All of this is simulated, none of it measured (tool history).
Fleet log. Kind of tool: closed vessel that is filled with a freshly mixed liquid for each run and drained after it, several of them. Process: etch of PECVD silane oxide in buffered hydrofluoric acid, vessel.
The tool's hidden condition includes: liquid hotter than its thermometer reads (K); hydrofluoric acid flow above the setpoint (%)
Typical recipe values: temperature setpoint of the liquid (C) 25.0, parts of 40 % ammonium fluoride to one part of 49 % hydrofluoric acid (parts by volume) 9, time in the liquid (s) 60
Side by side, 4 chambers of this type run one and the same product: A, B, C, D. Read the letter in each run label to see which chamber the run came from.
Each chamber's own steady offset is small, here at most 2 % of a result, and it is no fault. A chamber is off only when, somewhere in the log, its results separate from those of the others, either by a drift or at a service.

run	day	temperature setpoint of the liquid (C)	parts of 40 % ammonium fluoride to one part of 49 % hydrofluoric acid (parts by volume)	time in the liquid (s)	hours since the thermometer was replaced	hours since the hydrofluoric acid flow meter was replaced	read-back film thickness of the PECVD silane oxide reference wafer, read on the same gauge (nm)	thickness taken off the PECVD silane oxide on a monitor wafer (Å)
1B	0.292	25.0	9	60	388.4	1253.6	79.986	1510.9
2D	0.821	25.0	9	60	308.5	904.7	79.966	1454.1
3A	1.225	25.0	9	60	2404.0	309.8	79.987	1450.2
4C	1.850	25.0	9	60	1906.4	1732.0	79.968	1483.7
5B	2.479	25.0	9	60	440.9	1306.1	80.031	1481.8
6C	2.779	25.0	9	60	1928.7	1754.3	79.923	1491.6
7A	3.271	25.0	9	60	2453.1	358.9	80.018	1439.1
8D	3.629	25.0	9	60	375.9	972.1	80.018	1440.8
# day 3.712: chamber A: thermometer replaced
9D	3.912	25.0	9	60	382.7	978.9	80.028	1449.0
10B	4.288	25.0	9	60	484.3	1349.5	80.041	1483.1
11A	4.875	25.0	9	60	27.9	397.4	80.012	1445.0
12C	5.296	21.5	9	60	1989.1	1814.7	80.074	1221.2
13A	5.629	21.5	9	60	46.0	415.5	79.991	1189.6
14C	6.062	21.5	9	60	2007.5	1833.1	79.966	1226.2
15B	6.383	21.5	9	60	534.6	1399.8	79.945	1220.7
16D	6.692	25.0	9	60	449.4	1045.6	80.018	1506.8
17B	7.058	25.0	9	60	550.8	1416.0	80.006	1479.7
18C	7.700	23.0	8	60	2046.8	1872.4	79.969	1512.5
19A	7.988	23.0	8	60	102.6	472.1	80.027	1478.7
20D	8.571	23.0	8	60	494.5	1090.7	80.037	1596.7
21C	8.958	23.0	8	60	2077.0	1902.6	80.019	1524.9
22A	9.562	25.0	9	60	140.4	509.9	80.024	1456.2
23B	9.938	25.0	9	60	619.9	1485.1	80.024	1479.6
24D	10.333	25.0	9	60	536.8	1133.0	79.978	1583.0
25A	10.842	25.0	9	60	171.1	540.6	79.973	1425.7
26B	11.171	25.0	9	60	649.5	1514.7	79.993	1505.4

Decide between three cases: one chamber stands off from its peers, the gauge reading all wafers drifts, or nothing is wrong past each chamber's small offset. Where a chamber is off, say which and what most likely put it there.

It is chamber D that slowly wanders off from its peers.
Cause: hydrofluoric acid flow above the setpoint (%) = 10.4.
It could be hard to tell apart here from: liquid hotter than its thermometer reads (K).

Which of the 4 candidates below, each the usual settings with something changed and its results left as question marks, puts chamber D back in line with what the other chambers give on the usual settings?
Allowed miss from the other chambers' usual-settings mean, per result, to count as in line: thickness taken off the PECVD silane oxide on a monitor wafer (Å) 39.0
27D-1	11.629	25.5	8.5	65				?
27D-2	11.629	25.5	8.5	60				?
27D-3	11.629	22.0	9.0	60				?
27D-4	11.629	25.0	9.0	55				?

The mean the other chambers reach with the usual settings: thickness taken off the PECVD silane oxide on a monitor wafer (Å) 1474.6
run	thickness taken off the PECVD silane oxide on a monitor wafer (Å)
27D-1	1904.8
27D-2	1758.3
27D-3	1368.2
27D-4	1474.3
27D-4 is the one that brings the chamber's results back in line with the other chambers.

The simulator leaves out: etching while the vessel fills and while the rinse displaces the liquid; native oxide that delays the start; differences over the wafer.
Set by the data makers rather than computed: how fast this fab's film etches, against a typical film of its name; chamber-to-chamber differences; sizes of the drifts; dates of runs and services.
